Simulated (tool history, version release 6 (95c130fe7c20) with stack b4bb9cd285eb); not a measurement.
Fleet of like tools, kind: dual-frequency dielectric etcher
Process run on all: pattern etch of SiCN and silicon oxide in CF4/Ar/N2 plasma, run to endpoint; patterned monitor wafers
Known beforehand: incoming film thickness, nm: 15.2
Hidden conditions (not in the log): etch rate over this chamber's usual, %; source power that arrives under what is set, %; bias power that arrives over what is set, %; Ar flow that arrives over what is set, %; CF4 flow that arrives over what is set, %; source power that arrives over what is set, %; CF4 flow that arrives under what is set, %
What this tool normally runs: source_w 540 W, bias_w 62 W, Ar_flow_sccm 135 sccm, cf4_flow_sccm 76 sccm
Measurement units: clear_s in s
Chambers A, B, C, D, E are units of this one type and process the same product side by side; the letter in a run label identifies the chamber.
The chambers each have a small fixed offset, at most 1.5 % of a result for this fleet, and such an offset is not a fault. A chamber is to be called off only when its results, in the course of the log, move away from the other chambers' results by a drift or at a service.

run	hour	source_w	bias_w	Ar_flow_sccm	cf4_flow_sccm	hours since the last wet clean	hours since the last source power generator calibration	hours since the last bias power generator calibration	hours since the last Ar flow controller change	hours since the last CF4 flow controller change	clear_s
1E	3.5	540	62	135	76	287.1	11	642.1	3574.3	1744.5	16.361
2C	6.8	540	62	135	76	238.6	359	1323.5	21	1705.2	16.715
3A	10.1	540	62	135	76	320.5	1564.1	4074.1	1889.8	495.7	16.344
4B	14.2	540	62	135	76	33	1851	3399.7	4109.7	659.2	16.393
5D	18	540	62	135	76	92.6	4172	1662.1	4477.3	1685.4	16.248
6A	21.5	540	62	135	76	331.9	1575.5	4085.5	1901.2	507.1	16.315
7E	27.4	540	62	135	76	311	34.9	666	3598.2	1768.4	16.242
8B	30.8	540	48	135	76	49.6	1867.6	3416.3	4126.3	675.8	17.679
9C	37.7	540	48	135	76	269.5	389.9	1354.4	51.9	1736.1	18.071
10D	45	540	48	135	76	119.6	4199	1689.1	4504.3	1712.4	17.641
11B	51	540	48	135	76	69.8	1887.8	3436.5	4146.5	696	17.756
12C	58.4	540	48	135	76	290.2	410.6	1375.1	72.6	1756.8	18.067
13E	65.1	540	62	152	69	348.7	72.6	703.7	3635.9	1806.1	17.016
14A	69	540	62	152	69	379.4	1623	4133	1948.7	554.6	16.994
15D	76	540	62	152	69	150.6	4230	1720.1	4535.3	1743.4	16.826
16B	81.5	540	62	152	69	100.3	1918.3	3467	4177	726.5	16.972
17A	88	540	62	152	69	398.4	1642	4152	1967.7	573.6	16.909
18D	93.8	540	62	135	76	168.4	4247.8	1737.9	4553.1	1761.2	16.247
19E	97.3	540	62	135	76	380.9	104.8	735.9	3668.1	1838.3	16.237
20C	101.8	540	62	135	76	333.6	454	1418.5	116	1800.2	16.643
21C	107.5	540	62	135	76	339.3	459.7	1424.2	121.7	1805.9	16.678
# hour 112.2: chamber D: source power generator calibrated
22D	113.8	540	62	135	76	188.4	1.6	1757.9	4573.1	1781.2	15.658
23E	117.3	540	62	135	76	400.9	124.8	755.9	3688.1	1858.3	16.229
24A	121.3	540	62	135	76	431.7	1675.3	4185.3	2001	606.9	16.296
25B	128.2	540	62	135	76	147	1965	3513.7	4223.7	773.2	16.278
26C	133.8	540	62	135	76	365.6	486	1450.5	148	1832.2	16.539
27E	137.7	540	62	135	76	421.3	145.2	776.3	3708.5	1878.7	16.27
28B	144.4	540	62	135	76	163.2	1981.2	3529.9	4239.9	789.4	16.4
29A	149.1	540	62	135	76	459.5	1703.1	4213.1	2028.8	634.7	16.328
30D	154.2	540	62	135	76	228.8	42	1798.3	4613.5	1821.6	15.714
31E	161.1	540	62	135	76	444.7	168.6	799.7	3731.9	1902.1	16.366
# hour 161.9: chamber C: wet clean of the chamber
32C	165	540	62	135	76	3.1	517.2	1481.7	179.2	1863.4	16.678
33D	169.4	540	62	135	76	244	57.2	1813.5	4628.7	1836.8	15.711
34B	174.7	540	62	135	76	193.5	2011.5	3560.2	4270.2	819.7	16.279
35A	179.9	540	62	135	76	490.3	1733.9	4243.9	2059.6	665.5	16.291
36B	184.8	540	62	135	76	203.6	2021.6	3570.3	4280.3	829.8	16.306
37C	189.1	540	62	135	76	27.2	541.3	1505.8	203.3	1887.5	16.564
38A	194.7	540	62	135	76	505.1	1748.7	4258.7	2074.4	680.3	16.473

Does one chamber stand apart from the rest, does the shared gauge drift, or is all well apart from small per-chamber offsets? Give the chamber and the most likely cause, where there is one.

Chamber D came out of a service off from its peers and stayed that way.
Cause: source power that arrives over what is set, % = 3.59.

Here are 4 candidates for chamber D's next run, each the usual settings with a change, their results left as question marks. Which one brings its results back in line with what the others give on the usual settings?
In line means no further than this from the other chambers' mean on the usual settings: clear_s 0.19 s
39D-1	200.1	560	63	134	76						?
39D-2	200.1	530	62	135	76						?
39D-3	200.1	540	62	120	76						?
39D-4	200.1	520	61	136	76						?

Average result of the remaining chambers running the usual settings: clear_s 16.385 s
run	clear_s
39D-1	15.158
39D-2	16.025
39D-3	15.455
39D-4	16.41
It is 39D-4 that realigns the chamber with its peers.

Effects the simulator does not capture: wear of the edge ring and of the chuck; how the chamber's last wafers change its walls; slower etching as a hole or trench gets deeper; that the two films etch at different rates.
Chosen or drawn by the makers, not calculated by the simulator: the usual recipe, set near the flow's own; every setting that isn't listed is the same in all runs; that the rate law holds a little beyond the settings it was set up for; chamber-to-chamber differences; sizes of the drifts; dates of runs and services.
